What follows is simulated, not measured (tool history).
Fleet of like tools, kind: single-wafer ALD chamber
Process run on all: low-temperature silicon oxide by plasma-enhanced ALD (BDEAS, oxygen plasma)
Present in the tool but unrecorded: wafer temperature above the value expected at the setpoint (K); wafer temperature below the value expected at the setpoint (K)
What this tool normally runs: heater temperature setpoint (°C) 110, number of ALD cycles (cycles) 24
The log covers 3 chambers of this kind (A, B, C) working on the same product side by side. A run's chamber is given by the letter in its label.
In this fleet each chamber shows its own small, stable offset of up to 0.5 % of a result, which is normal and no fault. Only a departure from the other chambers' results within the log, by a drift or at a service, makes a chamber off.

run     day  heater temperature setpoint (°C)  number of ALD cycles (cycles)  hours since the last thermocouple change  read-back reference wafer on the same gauge, thickness_nm  mean film thickness on the monitor wafer (angstrom)
 1C   0.383                               110                             24                                    1159.7                                                     3.9198                                               33.542
 2B   0.792                               110                             24                                     954.6                                                     3.9201                                               33.532
 3A   1.304                               110                             24                                      54.0                                                     3.9185                                               33.728
 4A   1.658                               110                             24                                      62.5                                                     3.9178                                               33.690
 5B   2.158                               110                             24                                     987.4                                                     3.9166                                               33.528
 6C   2.596                               100                             20                                    1212.8                                                     3.9163                                               28.493
 7C   3.108                               100                             20                                    1225.1                                                     3.9165                                               28.411
 8B   3.367                               100                             20                                    1016.4                                                     3.9159                                               28.383
 9A   3.700                               102                             22                                     111.5                                                     3.9165                                               31.368
10A   4.150                               102                             22                                     122.3                                                     3.9153                                               31.348
11B   4.629                               102                             22                                    1046.7                                                     3.9140                                               31.079
12C   5.100                               110                             24                                    1272.9                                                     3.9141                                               33.469
13C   5.621                                96                             27                                    1285.4                                                     3.9128                                               38.962
14B   5.888                                96                             27                                    1076.9                                                     3.9132                                               38.828
15A   6.288                                96                             27                                     173.6                                                     3.9121                                               39.093
16B   6.700                               110                             24                                    1096.4                                                     3.9121                                               33.377
17C   7.062                               110                             24                                    1320.0                                                     3.9119                                               33.510
18A   7.575                               110                             24                                     204.5                                                     3.9120                                               33.644
19A   7.892                               110                             24                                     212.1                                                     3.9113                                               33.666
20B   8.338                               110                             24                                    1135.7                                                     3.9090                                               33.339
21C   8.579                               110                             24                                    1356.4                                                     3.9100                                               33.482
22C   9.108                               110                             24                                    1369.1                                                     3.9090                                               33.444
23A   9.438                               110                             24                                     249.2                                                     3.9084                                               33.645
24B   9.696                               110                             24                                    1168.3                                                     3.9074                                               33.384
25B   9.971                               110                             24                                    1174.9                                                     3.9080                                               33.393
26C  10.271                               110                             24                                    1397.0                                                     3.9081                                               33.464
27A  10.525                               110                             24                                     275.3                                                     3.9074                                               33.658
28A  10.983                               110                             24                                     286.3                                                     3.9076                                               33.658
29B  11.471                               110                             24                                    1210.9                                                     3.9064                                               33.342
30C  11.729                               110                             24                                    1432.0                                                     3.9055                                               33.391
31B  12.242                               110                             24                                    1229.4                                                     3.9053                                               33.344
32C  12.533                               110                             24                                    1451.3                                                     3.9036                                               33.442
33A  12.838                               110                             24                                     330.8                                                     3.9055                                               33.658
34B  13.192                               110                             24                                    1252.2                                                     3.9034                                               33.334

All 3 chambers run these settings next. Forecast each chamber's results:
35A  13.575                               102                             24                                                                                                                                                         ?
35B  13.575                               102                             24                                                                                                                                                         ?
35C  13.575                               102                             24                                                                                                                                                         ?

run  mean film thickness on the monitor wafer (angstrom)
35A                                               34.084
35B                                               33.848
35C                                               33.898
